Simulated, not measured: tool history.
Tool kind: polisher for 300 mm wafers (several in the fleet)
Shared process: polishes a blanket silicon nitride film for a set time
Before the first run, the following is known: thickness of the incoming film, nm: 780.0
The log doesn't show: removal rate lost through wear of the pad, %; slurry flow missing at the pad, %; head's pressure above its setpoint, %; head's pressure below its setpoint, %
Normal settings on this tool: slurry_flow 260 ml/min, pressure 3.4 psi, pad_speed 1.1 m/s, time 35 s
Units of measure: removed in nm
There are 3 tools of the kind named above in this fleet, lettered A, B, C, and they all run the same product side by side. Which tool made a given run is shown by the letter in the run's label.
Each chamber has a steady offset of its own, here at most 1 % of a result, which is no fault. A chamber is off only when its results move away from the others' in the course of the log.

run	day	slurry_flow	pressure	pad_speed	time	wafers polished on this pad	hours since the slurry nozzle was cleaned	hours since the head pressure was calibrated	removed
1C	0.242	260	3.4	1.1	35	584	371.6	243.3	51.897
# day 0.317: chamber C: worn pad replaced by a new one
2B	0.617	260	3.4	1.1	35	228	155.6	497.1	52.22
3A	1.021	260	3.4	1.1	35	367	826.8	1218.6	52.391
4A	1.229	260	3.4	1.1	35	417	831.8	1223.6	51.029
5C	1.596	260	3.4	1.1	35	306	404.1	275.8	52.002
6B	1.967	260	3.4	1.1	35	550	188	529.5	53.976
7C	2.292	260	3.4	1.44	40	472	420.8	292.5	74.228
# day 2.308: chamber C: worn pad replaced by a new one
8A	2.717	260	3.4	1.44	40	772	867.5	1259.3	72.409
# day 2.825: chamber A: worn pad replaced by a new one
# day 2.992: chamber A: slurry nozzle cleaned
# day 3.029: chamber B: head pressure recalibrated
9B	3.067	260	3.4	1.44	40	813	214.4	1	74.997
# day 3.275: chamber B: worn pad replaced by a new one
10A	3.433	345	3.4	1.1	43	145	10.6	1276.5	67.106
11B	3.775	345	3.4	1.1	43	119	231.4	18	66.11
12C	4.146	345	3.4	1.1	43	439	465.3	337	63.577
# day 4.4: chamber C: worn pad replaced by a new one
13B	4.575	260	3.4	1.1	35	310	250.6	37.2	53.8
14C	4.838	260	2.8	1.1	35	104	481.9	353.6	42.66
# day 5.129: chamber B: slurry nozzle cleaned
15A	5.175	260	2.8	1.1	35	561	52.4	1318.3	43.524
16B	5.538	260	2.8	1.1	35	540	9.8	60.3	42.505
# day 5.892: chamber A: worn pad replaced by a new one
17A	5.896	260	3.4	1.1	35	1	69.7	1335.6	52.773
18C	6.267	260	3.4	1.1	35	446	516.2	387.9	51.525
# day 6.554: chamber C: worn pad replaced by a new one
19C	6.583	260	3.4	1.1	35	6	523.8	395.5	52.773
20B	6.921	260	3.4	1.1	35	871	43	93.5	52.169
# day 7.033: chamber B: worn pad replaced by a new one
21A	7.271	260	3.4	1.1	35	329	102.7	1368.6	53.311
# day 7.358: chamber A: head pressure recalibrated
22B	7.708	260	3.4	1.1	35	161	61.9	112.4	51.287
23C	7.958	260	3.4	1.1	35	335	556.8	428.5	52.654
24A	8.238	260	3.4	1.1	35	560	125.9	21.2	53.543
25A	8.642	345	3.4	1.1	35	657	135.6	30.9	52.473
# day 8.675: chamber C: worn pad replaced by a new one
# day 8.696: chamber A: worn pad replaced by a new one
26C	8.846	345	3.4	1.1	35	41	578.1	449.8	53.983
27B	9.242	345	3.4	1.1	35	527	98.7	149.2	52.76
# day 9.429: chamber C: slurry nozzle cleaned
28A	9.625	260	3.4	1.1	35	221	159.2	54.5	51.384
29B	9.975	260	3.4	1.1	35	702	116.3	166.8	52.591
# day 10.196: chamber B: worn pad replaced by a new one
30C	10.3	260	3.4	1.1	35	388	21	484.7	51.998
31A	10.708	260	3.4	1.1	35	480	185.2	80.5	51.294
32B	11.004	260	3.4	1.1	35	193	141	191.5	52.283

For the next run the whole fleet of 3 chambers uses the same settings. Give each chamber's results:
33A	11.329	260	3.4	1.1	35				?
33B	11.329	260	3.4	1.1	35				?
33C	11.329	260	3.4	1.1	35				?

run	removed
33A	52.361
33B	52.112
33C	53.17
